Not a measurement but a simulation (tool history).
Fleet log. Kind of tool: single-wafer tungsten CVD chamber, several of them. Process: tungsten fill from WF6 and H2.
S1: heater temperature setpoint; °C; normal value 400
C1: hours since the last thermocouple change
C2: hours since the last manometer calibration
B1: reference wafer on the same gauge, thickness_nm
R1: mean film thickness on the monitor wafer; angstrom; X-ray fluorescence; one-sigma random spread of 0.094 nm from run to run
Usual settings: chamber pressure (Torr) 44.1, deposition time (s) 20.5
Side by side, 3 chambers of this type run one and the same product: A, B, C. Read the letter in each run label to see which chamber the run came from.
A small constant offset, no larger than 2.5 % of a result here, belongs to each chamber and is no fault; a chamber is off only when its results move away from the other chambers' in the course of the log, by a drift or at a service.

Run 1B, hour 12.3: usual settings; C1 276.4; C2 945.5; B1 62.831. Result: R1 709.63 angstrom.
Run 2C, hour 23.1: usual settings; C1 124.8; C2 604.9; B1 62.828. Result: R1 696.50 angstrom.
Run 3A, hour 31.0: usual settings; C1 1190.5; C2 1184.8; B1 62.860. Result: R1 716.89 angstrom.
Run 4B, hour 42.5: usual settings; C1 306.6; C2 975.7; B1 62.867. Result: R1 710.67 angstrom.
Run 5C, hour 53.5: usual settings; C1 155.2; C2 635.3; B1 62.889. Result: R1 695.80 angstrom.
Run 6A, hour 63.8: usual settings; C1 1223.3; C2 1217.6; B1 62.889. Result: R1 719.69 angstrom.
Run 7C, hour 73.3: usual settings but chamber pressure (Torr) 51.4; C1 175.0; C2 655.1; B1 62.919. Result: R1 749.85 angstrom.
Run 8A, hour 84.9: usual settings but chamber pressure (Torr) 51.4; C1 1244.4; C2 1238.7; B1 62.925. Result: R1 771.34 angstrom.
Run 9B, hour 95.8: usual settings but chamber pressure (Torr) 51.4; C1 359.9; C2 1029.0; B1 62.957. Result: R1 763.65 angstrom.
Run 10A, hour 107.7: usual settings; C1 1267.2; C2 1261.5; B1 62.989. Result: R1 720.42 angstrom.
Run 11C, hour 115.5: usual settings; C1 217.2; C2 697.3; B1 63.001. Result: R1 696.23 angstrom.
Run 12B, hour 123.1: usual settings; C1 387.2; C2 1056.3; B1 62.984. Result: R1 710.70 angstrom.
Run 13B, hour 129.0: usual settings; C1 393.1; C2 1062.2; B1 63.032. Result: R1 710.77 angstrom.
Run 14C, hour 140.5: usual settings; C1 242.2; C2 722.3; B1 63.038. Result: R1 698.89 angstrom.
Run 15A, hour 152.8: usual settings; C1 1312.3; C2 1306.6; B1 63.067. Result: R1 720.16 angstrom.
Run 16C, hour 164.1: usual settings; C1 265.8; C2 745.9; B1 63.067. Result: R1 700.00 angstrom.
Run 17A, hour 170.9: usual settings; C1 1330.4; C2 1324.7; B1 63.074. Result: R1 719.89 angstrom.
Run 18B, hour 178.3: usual settings; C1 442.4; C2 1111.5; B1 63.092. Result: R1 710.82 angstrom.
Run 19C, hour 184.7: usual settings; C1 286.4; C2 766.5; B1 63.096. Result: R1 698.64 angstrom.
Run 20A, hour 191.4: usual settings; C1 1350.9; C2 1345.2; B1 63.092. Result: R1 722.48 angstrom.
Run 21B, hour 202.4: usual settings but S1 388 °C; C1 466.5; C2 1135.6; B1 63.123. Result: R1 567.03 angstrom.

Has any chamber moved away from the others, gradually or after a service, or does the common gauge drift, or do the chambers differ only by their own small steady offsets? State the chamber and the most likely cause if one applies.

No chamber is off; the gauge reading every chamber's wafers drifts, which makes the whole fleet appear to move together.
What lies behind it: gauge reads high (%) = 0.552.
